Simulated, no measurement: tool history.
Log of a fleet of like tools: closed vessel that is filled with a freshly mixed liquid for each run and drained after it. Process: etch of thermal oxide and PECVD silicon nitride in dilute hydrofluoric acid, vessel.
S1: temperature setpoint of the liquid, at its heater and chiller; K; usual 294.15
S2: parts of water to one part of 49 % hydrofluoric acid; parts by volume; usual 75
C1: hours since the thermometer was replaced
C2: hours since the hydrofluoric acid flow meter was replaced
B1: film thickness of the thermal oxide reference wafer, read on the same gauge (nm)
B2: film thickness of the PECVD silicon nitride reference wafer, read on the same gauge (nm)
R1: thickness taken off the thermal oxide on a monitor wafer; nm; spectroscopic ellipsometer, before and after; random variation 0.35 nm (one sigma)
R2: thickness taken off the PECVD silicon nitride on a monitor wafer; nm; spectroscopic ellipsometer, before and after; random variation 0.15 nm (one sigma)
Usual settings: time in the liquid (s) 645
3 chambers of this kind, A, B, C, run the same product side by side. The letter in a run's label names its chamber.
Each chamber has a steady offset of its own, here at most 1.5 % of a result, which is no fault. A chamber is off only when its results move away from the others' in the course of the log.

{"run": "1C", "hour": 4.2, "S1": 294.15, "S2": 75, "time in the liquid (s)": 645, "C1": 661.8, "C2": 605.7, "B1": 70.007, "B2": 119.97, "R1": 37.53, "R2": 21.397}
{"run": "2A", "hour": 7.6, "S1": 294.15, "S2": 75, "time in the liquid (s)": 645, "C1": 489.7, "C2": 422.8, "B1": 70.009, "B2": 119.99, "R1": 37.969, "R2": 21.669}
{"run": "3B", "hour": 10.6, "S1": 294.15, "S2": 75, "time in the liquid (s)": 645, "C1": 233.1, "C2": 2376.7, "B1": 69.998, "B2": 120.04, "R1": 38.536, "R2": 21.675}
{"run": "4C", "hour": 15.4, "S1": 294.15, "S2": 75, "time in the liquid (s)": 645, "C1": 673, "C2": 616.9, "B1": 70.001, "B2": 119.99, "R1": 37.917, "R2": 21.394}
{"run": "5A", "hour": 20.7, "S1": 294.15, "S2": 90, "time in the liquid (s)": 985, "C1": 502.8, "C2": 435.9, "B1": 70.007, "B2": 119.98, "R1": 47.619, "R2": 27.629}
{"run": "6B", "hour": 26.4, "S1": 294.15, "S2": 90, "time in the liquid (s)": 985, "C1": 248.9, "C2": 2392.5, "B1": 70.003, "B2": 120.03, "R1": 46.862, "R2": 27.329}
{"run": "7C", "hour": 30.5, "S1": 294.15, "S2": 90, "time in the liquid (s)": 985, "C1": 688.1, "C2": 632, "B1": 70, "B2": 120.04, "R1": 47.691, "R2": 27.568}
{"run": "8B", "hour": 34.5, "S1": 294.15, "S2": 45, "time in the liquid (s)": 645, "C1": 257, "C2": 2400.6, "B1": 70.006, "B2": 120, "R1": 64.866, "R2": 35.53}
{"run": "9A", "hour": 39.5, "S1": 294.15, "S2": 45, "time in the liquid (s)": 645, "C1": 521.6, "C2": 454.7, "B1": 70.009, "B2": 119.98, "R1": 66.606, "R2": 35.799}
{"run": "10B", "hour": 43.9, "S1": 294.15, "S2": 45, "time in the liquid (s)": 645, "C1": 266.4, "C2": 2410, "B1": 69.985, "B2": 120.03, "R1": 67.439, "R2": 35.516}
{"run": "11A", "hour": 46.9, "S1": 294.15, "S2": 75, "time in the liquid (s)": 645, "C1": 529, "C2": 462.1, "B1": 70.011, "B2": 120.01, "R1": 38.311, "R2": 21.566}
{"run": "12C", "hour": 52.5, "S1": 294.15, "S2": 75, "time in the liquid (s)": 645, "C1": 710.1, "C2": 654, "B1": 69.995, "B2": 119.97, "R1": 38.098, "R2": 21.473}
{"run": "13A", "hour": 57.6, "S1": 294.15, "S2": 75, "time in the liquid (s)": 645, "C1": 539.7, "C2": 472.8, "B1": 70.009, "B2": 120.03, "R1": 38.156, "R2": 21.445}
{"run": "14B", "hour": 60.1, "S1": 294.15, "S2": 75, "time in the liquid (s)": 645, "C1": 282.6, "C2": 2426.2, "B1": 69.995, "B2": 119.97, "R1": 38.067, "R2": 21.575}
{"run": "15C", "hour": 63.2, "S1": 294.15, "S2": 75, "time in the liquid (s)": 645, "C1": 720.8, "C2": 664.7, "B1": 70.015, "B2": 119.99, "R1": 38.199, "R2": 21.476}
{"run": "16C", "hour": 67.0, "S1": 294.15, "S2": 75, "time in the liquid (s)": 645, "C1": 724.6, "C2": 668.5, "B1": 70.011, "B2": 119.96, "R1": 37.767, "R2": 21.49}
{"run": "17A", "hour": 71.6, "S1": 294.15, "S2": 75, "time in the liquid (s)": 645, "C1": 553.7, "C2": 486.8, "B1": 69.996, "B2": 120.02, "R1": 37.621, "R2": 21.476}
{"run": "18B", "hour": 74.1, "S1": 294.15, "S2": 75, "time in the liquid (s)": 645, "C1": 296.6, "C2": 2440.2, "B1": 69.977, "B2": 120, "R1": 38.386, "R2": 21.376}
{"run": "19A", "hour": 77.2, "S1": 294.15, "S2": 75, "time in the liquid (s)": 645, "C1": 559.3, "C2": 492.4, "B1": 69.999, "B2": 120, "R1": 38.052, "R2": 21.511}
{"run": "20C", "hour": 82.6, "S1": 294.15, "S2": 75, "time in the liquid (s)": 645, "C1": 740.2, "C2": 684.1, "B1": 70.016, "B2": 120.02, "R1": 38.078, "R2": 21.399}
{"run": "21B", "hour": 87.6, "S1": 294.15, "S2": 75, "time in the liquid (s)": 645, "C1": 310.1, "C2": 2453.7, "B1": 70.01, "B2": 119.99, "R1": 38.055, "R2": 21.347}
{"run": "22B", "hour": 92.1, "S1": 294.15, "S2": 75, "time in the liquid (s)": 645, "C1": 314.6, "C2": 2458.2, "B1": 69.994, "B2": 120, "R1": 38.283, "R2": 21.292}
{"run": "23C", "hour": 97.1, "S1": 294.15, "S2": 75, "time in the liquid (s)": 645, "C1": 754.7, "C2": 698.6, "B1": 69.984, "B2": 120, "R1": 37.766, "R2": 21.389}
{"hour": 101.0, "done": "chamber A: thermometer replaced"}
{"run": "24A", "hour": 101.9, "S1": 294.15, "S2": 75, "time in the liquid (s)": 645, "C1": 1, "C2": 517.1, "B1": 70.008, "B2": 120, "R1": 37.715, "R2": 21.624}
{"run": "25C", "hour": 105.2, "S1": 294.15, "S2": 75, "time in the liquid (s)": 790, "C1": 762.8, "C2": 706.7, "B1": 69.985, "B2": 120, "R1": 47.193, "R2": 26.67}
{"run": "26B", "hour": 109.9, "S1": 294.15, "S2": 75, "time in the liquid (s)": 790, "C1": 332.4, "C2": 2476, "B1": 70.01, "B2": 120, "R1": 47.245, "R2": 25.999}
{"run": "27A", "hour": 113.0, "S1": 294.15, "S2": 75, "time in the liquid (s)": 790, "C1": 12.1, "C2": 528.2, "B1": 70.008, "B2": 119.98, "R1": 46.325, "R2": 26.485}
{"run": "28A", "hour": 118.3, "S1": 294.15, "S2": 75, "time in the liquid (s)": 645, "C1": 17.4, "C2": 533.5, "B1": 69.985, "B2": 119.99, "R1": 38.021, "R2": 21.664}
{"hour": 119.0, "done": "chamber B: hydrofluoric acid flow meter replaced"}
{"run": "29B", "hour": 122.9, "S1": 294.15, "S2": 75, "time in the liquid (s)": 645, "C1": 345.4, "C2": 3.9, "B1": 69.981, "B2": 119.99, "R1": 38.357, "R2": 21.474}
{"run": "30C", "hour": 126.7, "S1": 294.15, "S2": 75, "time in the liquid (s)": 645, "C1": 784.3, "C2": 728.2, "B1": 69.998, "B2": 120.03, "R1": 37.908, "R2": 21.467}
{"run": "31C", "hour": 132.1, "S1": 291.15, "S2": 40, "time in the liquid (s)": 645, "C1": 789.7, "C2": 733.6, "B1": 69.995, "B2": 120.01, "R1": 65.904, "R2": 32.07}
{"run": "32A", "hour": 137.2, "S1": 291.15, "S2": 40, "time in the liquid (s)": 645, "C1": 36.3, "C2": 552.4, "B1": 70.009, "B2": 119.99, "R1": 66.473, "R2": 33.031}
{"run": "33B", "hour": 140.1, "S1": 291.15, "S2": 40, "time in the liquid (s)": 645, "C1": 362.6, "C2": 21.1, "B1": 70.018, "B2": 120.03, "R1": 65.599, "R2": 32.344}
{"run": "34B", "hour": 144.4, "S1": 294.15, "S2": 75, "time in the liquid (s)": 645, "C1": 366.9, "C2": 25.4, "B1": 69.988, "B2": 119.99, "R1": 38.623, "R2": 21.363}
{"run": "35C", "hour": 149.4, "S1": 294.15, "S2": 75, "time in the liquid (s)": 645, "C1": 807, "C2": 750.9, "B1": 69.999, "B2": 120.01, "R1": 37.401, "R2": 21.688}
{"run": "36A", "hour": 153.1, "S1": 294.15, "S2": 75, "time in the liquid (s)": 645, "C1": 52.2, "C2": 568.3, "B1": 70.001, "B2": 119.97, "R1": 37.978, "R2": 21.506}
{"run": "37B", "hour": 157.3, "S1": 294.15, "S2": 75, "time in the liquid (s)": 645, "C1": 379.8, "C2": 38.3, "B1": 70.004, "B2": 120.01, "R1": 38.3, "R2": 21.494}
{"run": "38A", "hour": 159.8, "S1": 294.15, "S2": 75, "time in the liquid (s)": 645, "C1": 58.9, "C2": 575, "B1": 69.992, "B2": 120.03, "R1": 38.668, "R2": 21.647}
{"run": "39C", "hour": 163.6, "S1": 294.15, "S2": 75, "time in the liquid (s)": 645, "C1": 821.2, "C2": 765.1, "B1": 69.979, "B2": 120, "R1": 38.332, "R2": 21.489}
{"run": "40B", "hour": 169.2, "S1": 294.15, "S2": 75, "time in the liquid (s)": 645, "C1": 391.7, "C2": 50.2, "B1": 69.984, "B2": 120.02, "R1": 38.503, "R2": 21.374}
{"run": "41A", "hour": 173.2, "S1": 294.15, "S2": 75, "time in the liquid (s)": 645, "C1": 72.3, "C2": 588.4, "B1": 70.013, "B2": 120.02, "R1": 38.33, "R2": 21.884}
{"run": "42C", "hour": 176.7, "S1": 294.15, "S2": 75, "time in the liquid (s)": 645, "C1": 834.3, "C2": 778.2, "B1": 69.996, "B2": 120, "R1": 38.006, "R2": 21.678}

Next, every chamber runs the same settings. What will each give?
{"run": "43A", "hour": 180.8, "S1": 294.15, "S2": 75, "time in the liquid (s)": 330, "R1": "?", "R2": "?"}
{"run": "43B", "hour": 180.8, "S1": 294.15, "S2": 75, "time in the liquid (s)": 330, "R1": "?", "R2": "?"}
{"run": "43C", "hour": 180.8, "S1": 294.15, "S2": 75, "time in the liquid (s)": 330, "R1": "?", "R2": "?"}

run=43A R1=19.182 R2=11.042
run=43B R1=19.754 R2=10.982
run=43C R1=19.318 R2=10.933
